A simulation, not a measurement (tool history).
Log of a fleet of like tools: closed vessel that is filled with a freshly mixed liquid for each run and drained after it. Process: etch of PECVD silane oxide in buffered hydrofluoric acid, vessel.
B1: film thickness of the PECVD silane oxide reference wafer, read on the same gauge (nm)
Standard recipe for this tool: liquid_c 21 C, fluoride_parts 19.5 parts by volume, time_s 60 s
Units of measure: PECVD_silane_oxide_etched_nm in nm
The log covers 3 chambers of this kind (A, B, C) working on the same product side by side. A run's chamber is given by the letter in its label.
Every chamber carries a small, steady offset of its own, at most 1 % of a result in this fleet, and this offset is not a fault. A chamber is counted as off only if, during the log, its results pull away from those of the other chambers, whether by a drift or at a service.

run 1C day=0.112 | liquid_c=21 fluoride_parts=19.5 time_s=60 | B1=140.01 | PECVD_silane_oxide_etched_nm=104.17
run 2B day=0.304 | liquid_c=21 fluoride_parts=19.5 time_s=60 | B1=140.01 | PECVD_silane_oxide_etched_nm=103.64
run 3A day=0.412 | liquid_c=21 fluoride_parts=19.5 time_s=60 | B1=140 | PECVD_silane_oxide_etched_nm=101.58
run 4A day=0.538 | liquid_c=21 fluoride_parts=19.5 time_s=60 | B1=139.99 | PECVD_silane_oxide_etched_nm=104.02
run 5C day=0.679 | liquid_c=21 fluoride_parts=19.5 time_s=60 | B1=140.01 | PECVD_silane_oxide_etched_nm=103.79
run 6B day=0.792 | liquid_c=21 fluoride_parts=19.5 time_s=60 | B1=140.01 | PECVD_silane_oxide_etched_nm=101.28
run 7B day=0.975 | liquid_c=21 fluoride_parts=19.5 time_s=60 | B1=140.01 | PECVD_silane_oxide_etched_nm=101.46
run 8A day=1.112 | liquid_c=21 fluoride_parts=19.5 time_s=60 | B1=139.99 | PECVD_silane_oxide_etched_nm=104.43
run 9C day=1.279 | liquid_c=21 fluoride_parts=19.5 time_s=60 | B1=140.02 | PECVD_silane_oxide_etched_nm=102.78
run 10B day=1.438 | liquid_c=21 fluoride_parts=19.5 time_s=60 | B1=140.01 | PECVD_silane_oxide_etched_nm=101.1
run 11C day=1.558 | liquid_c=21 fluoride_parts=19.5 time_s=60 | B1=139.95 | PECVD_silane_oxide_etched_nm=103.57
-- day=1.571 chamber B: thermometer replaced
run 12A day=1.654 | liquid_c=25 fluoride_parts=24.5 time_s=60 | B1=140.02 | PECVD_silane_oxide_etched_nm=114.95
run 13C day=1.783 | liquid_c=25 fluoride_parts=24.5 time_s=60 | B1=139.97 | PECVD_silane_oxide_etched_nm=109.92
run 14B day=1.975 | liquid_c=25 fluoride_parts=24.5 time_s=60 | B1=139.99 | PECVD_silane_oxide_etched_nm=106
run 15A day=2.112 | liquid_c=21 fluoride_parts=19.5 time_s=60 | B1=140.05 | PECVD_silane_oxide_etched_nm=108.84
run 16A day=2.238 | liquid_c=21 fluoride_parts=19.5 time_s=60 | B1=139.98 | PECVD_silane_oxide_etched_nm=108.28
run 17B day=2.392 | liquid_c=21 fluoride_parts=19.5 time_s=60 | B1=140.02 | PECVD_silane_oxide_etched_nm=102.77
run 18C day=2.567 | liquid_c=21 fluoride_parts=19.5 time_s=60 | B1=139.96 | PECVD_silane_oxide_etched_nm=104.98
run 19A day=2.662 | liquid_c=21 fluoride_parts=19.5 time_s=60 | B1=140.01 | PECVD_silane_oxide_etched_nm=112.06
run 20B day=2.85 | liquid_c=21 fluoride_parts=19.5 time_s=60 | B1=140 | PECVD_silane_oxide_etched_nm=101.68
run 21C day=2.996 | liquid_c=21 fluoride_parts=19.5 time_s=60 | B1=139.98 | PECVD_silane_oxide_etched_nm=104.64
run 22C day=3.175 | liquid_c=21 fluoride_parts=19.5 time_s=60 | B1=140.02 | PECVD_silane_oxide_etched_nm=102.45
run 23B day=3.304 | liquid_c=21 fluoride_parts=19.5 time_s=60 | B1=140.03 | PECVD_silane_oxide_etched_nm=103.2
run 24A day=3.404 | liquid_c=21 fluoride_parts=19.5 time_s=60 | B1=140 | PECVD_silane_oxide_etched_nm=113.51
run 25A day=3.542 | liquid_c=21 fluoride_parts=19.5 time_s=60 | B1=140.01 | PECVD_silane_oxide_etched_nm=114
run 26B day=3.633 | liquid_c=21 fluoride_parts=16 time_s=40 | B1=139.97 | PECVD_silane_oxide_etched_nm=82.811
run 27C day=3.812 | liquid_c=21 fluoride_parts=16 time_s=40 | B1=139.97 | PECVD_silane_oxide_etched_nm=82.975
run 28C day=4.004 | liquid_c=21 fluoride_parts=16 time_s=40 | B1=140 | PECVD_silane_oxide_etched_nm=83.667
run 29B day=4.175 | liquid_c=21 fluoride_parts=19.5 time_s=60 | B1=140 | PECVD_silane_oxide_etched_nm=104.04

Predict what each chamber gives when all 3 of them run the settings below next.
run 30A day=4.317 | liquid_c=21 fluoride_parts=14 time_s=60 | PECVD_silane_oxide_etched_nm=?
run 30B day=4.317 | liquid_c=21 fluoride_parts=14 time_s=60 | PECVD_silane_oxide_etched_nm=?
run 30C day=4.317 | liquid_c=21 fluoride_parts=14 time_s=60 | PECVD_silane_oxide_etched_nm=?

run=30A PECVD_silane_oxide_etched_nm=161.07
run=30B PECVD_silane_oxide_etched_nm=143.29
run=30C PECVD_silane_oxide_etched_nm=143.66
